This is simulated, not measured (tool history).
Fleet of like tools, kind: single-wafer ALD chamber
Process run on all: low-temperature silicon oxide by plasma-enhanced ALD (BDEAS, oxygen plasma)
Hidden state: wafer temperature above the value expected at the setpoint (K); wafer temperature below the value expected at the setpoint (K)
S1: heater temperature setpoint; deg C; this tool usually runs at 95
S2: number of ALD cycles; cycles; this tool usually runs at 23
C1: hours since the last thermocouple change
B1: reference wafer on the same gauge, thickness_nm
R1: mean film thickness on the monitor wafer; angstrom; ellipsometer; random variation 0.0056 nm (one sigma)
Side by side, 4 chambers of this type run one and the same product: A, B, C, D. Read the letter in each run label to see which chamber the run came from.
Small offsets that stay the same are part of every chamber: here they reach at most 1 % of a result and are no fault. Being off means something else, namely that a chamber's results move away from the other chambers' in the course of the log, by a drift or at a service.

Run 1D, hour 3.2: usual settings; C1 908.6; B1 3.0922. Result: R1 33.478 angstrom.
Run 2A, hour 7.7: usual settings; C1 1477.2; B1 3.0917. Result: R1 33.713 angstrom.
Run 3C, hour 11.4: usual settings; C1 742.1; B1 3.0911. Result: R1 33.401 angstrom.
Run 4B, hour 15.0: usual settings; C1 765.4; B1 3.0921. Result: R1 33.467 angstrom.
Run 5C, hour 17.7: usual settings; C1 748.4; B1 3.0932. Result: R1 33.371 angstrom.
Run 6D, hour 20.1: usual settings; C1 925.5; B1 3.0922. Result: R1 33.581 angstrom.
Run 7A, hour 24.3: usual settings but S2 19 cycles; C1 1493.8; B1 3.0925. Result: R1 27.926 angstrom.
Run 8B, hour 29.7: usual settings but S2 19 cycles; C1 780.1; B1 3.0940. Result: R1 27.665 angstrom.
Run 9B, hour 32.1: usual settings but S2 19 cycles; C1 782.5; B1 3.0975. Result: R1 27.692 angstrom.
Run 10C, hour 37.1: usual settings but S2 19 cycles; C1 767.8; B1 3.0967. Result: R1 27.720 angstrom.
At hour 37.4: chamber A: thermocouple changed; heater temperature recalibrated.
Run 11D, hour 41.6: usual settings; C1 947.0; B1 3.0975. Result: R1 33.531 angstrom.
Run 12A, hour 44.3: usual settings; C1 6.9; B1 3.0962. Result: R1 33.853 angstrom.
Run 13D, hour 47.4: usual settings; C1 952.8; B1 3.0991. Result: R1 33.543 angstrom.
Run 14A, hour 51.1: usual settings; C1 13.7; B1 3.0984. Result: R1 33.866 angstrom.
Run 15C, hour 55.9: usual settings; C1 786.6; B1 3.1003. Result: R1 33.438 angstrom.
Run 16B, hour 60.2: usual settings; C1 810.6; B1 3.0997. Result: R1 33.539 angstrom.
Run 17C, hour 65.0: usual settings; C1 795.7; B1 3.1012. Result: R1 33.519 angstrom.
Run 18A, hour 68.3: usual settings; C1 30.9; B1 3.1011. Result: R1 33.743 angstrom.
Run 19B, hour 72.4: usual settings; C1 822.8; B1 3.1027. Result: R1 33.545 angstrom.
Run 20D, hour 77.4: usual settings; C1 982.8; B1 3.1038. Result: R1 33.613 angstrom.
Run 21D, hour 81.5: usual settings; C1 986.9; B1 3.1015. Result: R1 33.678 angstrom.
Run 22A, hour 85.9: usual settings; C1 48.5; B1 3.1027. Result: R1 33.908 angstrom.
Run 23B, hour 89.9: usual settings but S1 106 deg C; C1 840.3; B1 3.1050. Result: R1 32.639 angstrom.
Run 24C, hour 94.1: usual settings but S1 106 deg C; C1 824.8; B1 3.1064. Result: R1 32.684 angstrom.
Run 25C, hour 97.6: usual settings but S1 106 deg C; C1 828.3; B1 3.1070. Result: R1 32.721 angstrom.
Run 26D, hour 100.7: usual settings but S1 106 deg C; C1 1006.1; B1 3.1071. Result: R1 32.607 angstrom.
Run 27A, hour 104.5: usual settings; C1 67.1; B1 3.1072. Result: R1 33.813 angstrom.
Run 28B, hour 107.1: usual settings; C1 857.5; B1 3.1090. Result: R1 33.600 angstrom.
Run 29C, hour 111.9: usual settings; C1 842.6; B1 3.1085. Result: R1 33.490 angstrom.
Run 30A, hour 115.6: usual settings; C1 78.2; B1 3.1095. Result: R1 33.868 angstrom.
Run 31B, hour 119.6: usual settings; C1 870.0; B1 3.1109. Result: R1 33.569 angstrom.
Run 32D, hour 122.1: usual settings but S1 100 deg C; C1 1027.5; B1 3.1102. Result: R1 33.134 angstrom.
Run 33D, hour 125.7: usual settings but S1 100 deg C; C1 1031.1; B1 3.1104. Result: R1 32.932 angstrom.

Next, all 4 chambers run the settings below, one line each with question marks for the results. What does each chamber give?
Run 34A, hour 129.7: usual settings but S1 89 deg C. Result: R1 ?.
Run 34B, hour 129.7: usual settings but S1 89 deg C. Result: R1 ?.
Run 34C, hour 129.7: usual settings but S1 89 deg C. Result: R1 ?.
Run 34D, hour 129.7: usual settings but S1 89 deg C. Result: R1 ?.

run      R1
34A  34.705
34B  34.365
34C  34.407
34D  34.433

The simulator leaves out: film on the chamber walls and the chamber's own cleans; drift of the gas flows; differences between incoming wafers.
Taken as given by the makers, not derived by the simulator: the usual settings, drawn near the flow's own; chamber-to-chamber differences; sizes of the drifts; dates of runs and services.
